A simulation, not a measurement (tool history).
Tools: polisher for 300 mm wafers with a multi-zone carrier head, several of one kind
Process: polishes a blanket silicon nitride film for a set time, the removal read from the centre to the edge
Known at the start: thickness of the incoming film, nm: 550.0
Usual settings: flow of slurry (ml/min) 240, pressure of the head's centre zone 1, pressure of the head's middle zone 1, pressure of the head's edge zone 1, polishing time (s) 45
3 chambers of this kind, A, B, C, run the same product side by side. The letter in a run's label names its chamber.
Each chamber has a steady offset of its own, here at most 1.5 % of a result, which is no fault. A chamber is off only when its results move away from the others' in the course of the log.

| run | hour | flow of slurry (ml/min) | pressure of the head's centre zone | pressure of the head's middle zone | pressure of the head's edge zone | polishing time (s) | wafers polished on this pad | hours since the slurry nozzle was cleaned | hours since the centre zone pressure was calibrated | hours since the edge zone pressure was calibrated | film removed at the wafer's centre (Å) | film removed at mid-radius (Å) | film removed at the wafer's edge (Å) |
|---|---|---|---|---|---|---|---|---|---|---|---|---|---|
| 1C | 4.3 | 240 | 1 | 1 | 1 | 45 | 117 | 367.4 | 1069.5 | 177.9 | 773.54 | 794.1 | 784.06 |
|  | 9.3 | chamber B: worn pad replaced by a new one |
| 2A | 10.5 | 240 | 1 | 1 | 1 | 45 | 579 | 262.3 | 130 | 136.2 | 775.6 | 763.76 | 784.6 |
| 3B | 16.7 | 240 | 1 | 1 | 1 | 45 | 81 | 183.1 | 123.8 | 514.2 | 772.42 | 772.71 | 772.37 |
| 4A | 21.5 | 240 | 1 | 1 | 1 | 45 | 700 | 273.3 | 141 | 147.2 | 772.88 | 769.32 | 778.25 |
| 5C | 25 | 240 | 1 | 1 | 1 | 45 | 344 | 388.1 | 1090.2 | 198.6 | 775.01 | 792.78 | 767.57 |
|  | 28.5 | chamber C: centre zone pressure recalibrated |
| 6B | 31.2 | 240 | 1 | 1 | 1 | 45 | 240 | 197.6 | 138.3 | 528.7 | 787.19 | 770.77 | 790.61 |
|  | 33 | chamber C: slurry nozzle cleaned |
| 7A | 35.6 | 315 | 1 | 1 | 1.1 | 45 | 855 | 287.4 | 155.1 | 161.3 | 800.38 | 786.48 | 837.14 |
| 8B | 41.6 | 315 | 1 | 1 | 1.1 | 45 | 355 | 208 | 148.7 | 539.1 | 805.09 | 798.53 | 853.39 |
| 9C | 48.1 | 315 | 1 | 1 | 1.1 | 45 | 598 | 15.1 | 19.6 | 221.7 | 799.49 | 814.86 | 809.63 |
| 10C | 52.7 | 240 | 1 | 1 | 1 | 45 | 648 | 19.7 | 24.2 | 226.3 | 779.65 | 779.51 | 780.18 |
| 11A | 56.2 | 240 | 1.06 | 1 | 1 | 45 | 1081 | 308 | 175.7 | 181.9 | 829.51 | 767.05 | 783.29 |
|  | 60.6 | chamber B: worn pad replaced by a new one |
| 12B | 62.1 | 240 | 1.06 | 1 | 1 | 45 | 16 | 228.5 | 169.2 | 559.6 | 828.59 | 778.08 | 783.88 |
|  | 66.1 | chamber C: worn pad replaced by a new one |
| 13B | 68.3 | 240 | 1.06 | 1 | 1 | 45 | 84 | 234.7 | 175.4 | 565.8 | 827.01 | 776.22 | 788.37 |
| 14C | 72.2 | 240 | 1 | 1 | 1 | 45 | 67 | 39.2 | 43.7 | 245.8 | 773.73 | 776.56 | 766.66 |
|  | 74.8 | chamber A: worn pad replaced by a new one |
| 15A | 78 | 240 | 1 | 1 | 1 | 45 | 35 | 329.8 | 197.5 | 203.7 | 763.15 | 771.35 | 769.08 |
| 16A | 82.7 | 240 | 1 | 1.09 | 1 | 45 | 87 | 334.5 | 202.2 | 208.4 | 767.42 | 836.44 | 765.14 |
| 17B | 86.9 | 240 | 1 | 1.09 | 1 | 45 | 288 | 253.3 | 194 | 584.4 | 781.57 | 829.87 | 778.37 |
| 18C | 91.9 | 240 | 1 | 1.09 | 1 | 45 | 283 | 58.9 | 63.4 | 265.5 | 787.79 | 853.45 | 778.94 |
|  | 94.5 | chamber B: edge zone pressure recalibrated |
| 19B | 96 | 240 | 1 | 1 | 1 | 45 | 388 | 262.4 | 203.1 | 1.6 | 772.33 | 768.27 | 788.64 |
| 20C | 100.4 | 240 | 1 | 1 | 1 | 45 | 376 | 67.4 | 71.9 | 274 | 777.15 | 779.44 | 794.31 |
| 21A | 105.7 | 240 | 0.94 | 1 | 1 | 45 | 339 | 357.5 | 225.2 | 231.4 | 728.99 | 772.82 | 747.8 |
| 22A | 108.8 | 240 | 0.94 | 1 | 1 | 45 | 373 | 360.6 | 228.3 | 234.5 | 717.88 | 771.23 | 777.44 |

All 3 chambers run these settings next. Forecast each chamber's results:
| 23A | 113.6 | 240 | 1 | 1 | 1 | 45 |  |  |  |  | ? | ? | ? |
| 23B | 113.6 | 240 | 1 | 1 | 1 | 45 |  |  |  |  | ? | ? | ? |
| 23C | 113.6 | 240 | 1 | 1 | 1 | 45 |  |  |  |  | ? | ? | ? |

| run | film removed at the wafer's centre (Å) | film removed at mid-radius (Å) | film removed at the wafer's edge (Å) |
|---|---|---|---|
| 23A | 772.05 | 763.92 | 758.75 |
| 23B | 766.28 | 764.04 | 769.96 |
| 23C | 779.02 | 782.59 | 764.09 |
